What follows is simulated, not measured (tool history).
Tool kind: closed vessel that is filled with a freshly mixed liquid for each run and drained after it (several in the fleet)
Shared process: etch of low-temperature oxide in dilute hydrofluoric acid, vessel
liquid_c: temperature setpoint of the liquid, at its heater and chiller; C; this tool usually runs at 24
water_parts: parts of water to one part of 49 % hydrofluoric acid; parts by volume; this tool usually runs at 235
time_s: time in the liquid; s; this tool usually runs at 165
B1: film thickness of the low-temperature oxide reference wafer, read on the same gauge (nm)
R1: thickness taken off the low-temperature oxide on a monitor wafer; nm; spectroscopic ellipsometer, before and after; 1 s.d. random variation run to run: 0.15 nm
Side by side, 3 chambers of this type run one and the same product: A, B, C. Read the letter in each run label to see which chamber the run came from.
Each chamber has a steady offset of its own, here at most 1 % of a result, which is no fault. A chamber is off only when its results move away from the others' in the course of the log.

{"run": "1C", "day": 0.254, "liquid_c": 24, "water_parts": 235, "time_s": 165, "B1": 109.98, "R1": 17.495}
{"run": "2A", "day": 0.575, "liquid_c": 24, "water_parts": 235, "time_s": 165, "B1": 109.96, "R1": 17.531}
{"run": "3B", "day": 0.767, "liquid_c": 24, "water_parts": 235, "time_s": 165, "B1": 109.96, "R1": 17.529}
{"run": "4C", "day": 1.012, "liquid_c": 24, "water_parts": 235, "time_s": 165, "B1": 110, "R1": 17.294}
{"run": "5B", "day": 1.162, "liquid_c": 24, "water_parts": 235, "time_s": 165, "B1": 109.99, "R1": 17.563}
{"run": "6A", "day": 1.462, "liquid_c": 24, "water_parts": 235, "time_s": 165, "B1": 110.03, "R1": 17.462}
{"run": "7B", "day": 1.767, "liquid_c": 24, "water_parts": 235, "time_s": 165, "B1": 109.97, "R1": 17.626}
{"run": "8C", "day": 1.954, "liquid_c": 24, "water_parts": 235, "time_s": 195, "B1": 110.03, "R1": 20.245}
{"run": "9A", "day": 2.125, "liquid_c": 24, "water_parts": 235, "time_s": 195, "B1": 110, "R1": 20.383}
{"run": "10A", "day": 2.425, "liquid_c": 24, "water_parts": 235, "time_s": 195, "B1": 109.99, "R1": 20.486}
{"run": "11B", "day": 2.567, "liquid_c": 24, "water_parts": 235, "time_s": 165, "B1": 109.99, "R1": 17.612}
{"run": "12C", "day": 2.862, "liquid_c": 24, "water_parts": 235, "time_s": 165, "B1": 110.01, "R1": 17.244}
{"run": "13B", "day": 3.079, "liquid_c": 24, "water_parts": 235, "time_s": 165, "B1": 109.96, "R1": 17.424}
{"run": "14A", "day": 3.25, "liquid_c": 24, "water_parts": 235, "time_s": 165, "B1": 109.98, "R1": 17.464}
{"run": "15C", "day": 3.425, "liquid_c": 24, "water_parts": 235, "time_s": 165, "B1": 109.98, "R1": 17.259}
{"run": "16B", "day": 3.654, "liquid_c": 24, "water_parts": 235, "time_s": 165, "B1": 110, "R1": 17.626}
{"run": "17A", "day": 3.821, "liquid_c": 24, "water_parts": 235, "time_s": 165, "B1": 109.96, "R1": 17.595}
{"run": "18C", "day": 4.075, "liquid_c": 24, "water_parts": 235, "time_s": 165, "B1": 110.01, "R1": 17.413}
{"run": "19B", "day": 4.288, "liquid_c": 20.5, "water_parts": 235, "time_s": 235, "B1": 110.03, "R1": 22.521}
{"run": "20A", "day": 4.596, "liquid_c": 20.5, "water_parts": 235, "time_s": 235, "B1": 110.05, "R1": 21.988}
{"run": "21C", "day": 4.883, "liquid_c": 20.5, "water_parts": 235, "time_s": 235, "B1": 109.95, "R1": 21.64}
{"run": "22B", "day": 5.2, "liquid_c": 24, "water_parts": 235, "time_s": 165, "B1": 110, "R1": 18.053}
{"run": "23C", "day": 5.525, "liquid_c": 24, "water_parts": 235, "time_s": 165, "B1": 110.01, "R1": 17.281}
{"run": "24A", "day": 5.671, "liquid_c": 24, "water_parts": 235, "time_s": 165, "B1": 110.04, "R1": 17.426}
{"run": "25B", "day": 5.829, "liquid_c": 24, "water_parts": 235, "time_s": 165, "B1": 109.99, "R1": 18.337}
{"run": "26A", "day": 5.983, "liquid_c": 26, "water_parts": 235, "time_s": 165, "B1": 109.99, "R1": 18.83}
{"run": "27C", "day": 6.183, "liquid_c": 26, "water_parts": 235, "time_s": 165, "B1": 109.98, "R1": 18.556}
{"run": "28C", "day": 6.417, "liquid_c": 26, "water_parts": 235, "time_s": 165, "B1": 109.97, "R1": 18.597}
{"run": "29A", "day": 6.604, "liquid_c": 24, "water_parts": 235, "time_s": 165, "B1": 110.02, "R1": 17.514}
{"run": "30B", "day": 6.929, "liquid_c": 24, "water_parts": 235, "time_s": 165, "B1": 110.04, "R1": 18.751}
{"run": "31B", "day": 7.162, "liquid_c": 24, "water_parts": 235, "time_s": 165, "B1": 110.02, "R1": 18.287}
{"run": "32C", "day": 7.338, "liquid_c": 24, "water_parts": 235, "time_s": 165, "B1": 109.97, "R1": 17.288}
{"day": 7.346, "done": "chamber C: hydrofluoric acid flow meter replaced"}
{"run": "33A", "day": 7.533, "liquid_c": 26.5, "water_parts": 235, "time_s": 165, "B1": 109.98, "R1": 19.073}
{"run": "34B", "day": 7.854, "liquid_c": 26.5, "water_parts": 235, "time_s": 165, "B1": 109.99, "R1": 20.32}
{"run": "35C", "day": 8.088, "liquid_c": 26.5, "water_parts": 235, "time_s": 165, "B1": 109.97, "R1": 18.897}

Is one chamber off against the others, does the gauge drift, or is nothing wrong? If a chamber is off, say which, and what the likeliest cause is.

One chamber, B, drifts off from the rest bit by bit.
Cause: liquid hotter than its thermometer reads (K) = 1.81.
The log may not tell that from: hydrofluoric acid flow above the setpoint (%).

Which of the 4 candidates below, each the usual settings with something changed and its results left as question marks, puts chamber B back in line with what the other chambers give on the usual settings?
In line means no further than this from the other chambers' mean on the usual settings: R1 0.52 nm
{"run": "36B-1", "day": 8.321, "liquid_c": 24, "water_parts": 235, "time_s": 170, "R1": "?"}
{"run": "36B-2", "day": 8.321, "liquid_c": 24, "water_parts": 245, "time_s": 160, "R1": "?"}
{"run": "36B-3", "day": 8.321, "liquid_c": 24, "water_parts": 240, "time_s": 165, "R1": "?"}
{"run": "36B-4", "day": 8.321, "liquid_c": 24, "water_parts": 220, "time_s": 165, "R1": "?"}

The other chambers' mean on the usual settings: R1 17.393 nm
run=36B-1 R1=19.293
run=36B-2 R1=17.227
run=36B-3 R1=18.234
run=36B-4 R1=20.34
With 36B-2, the chamber falls back in line with the rest.
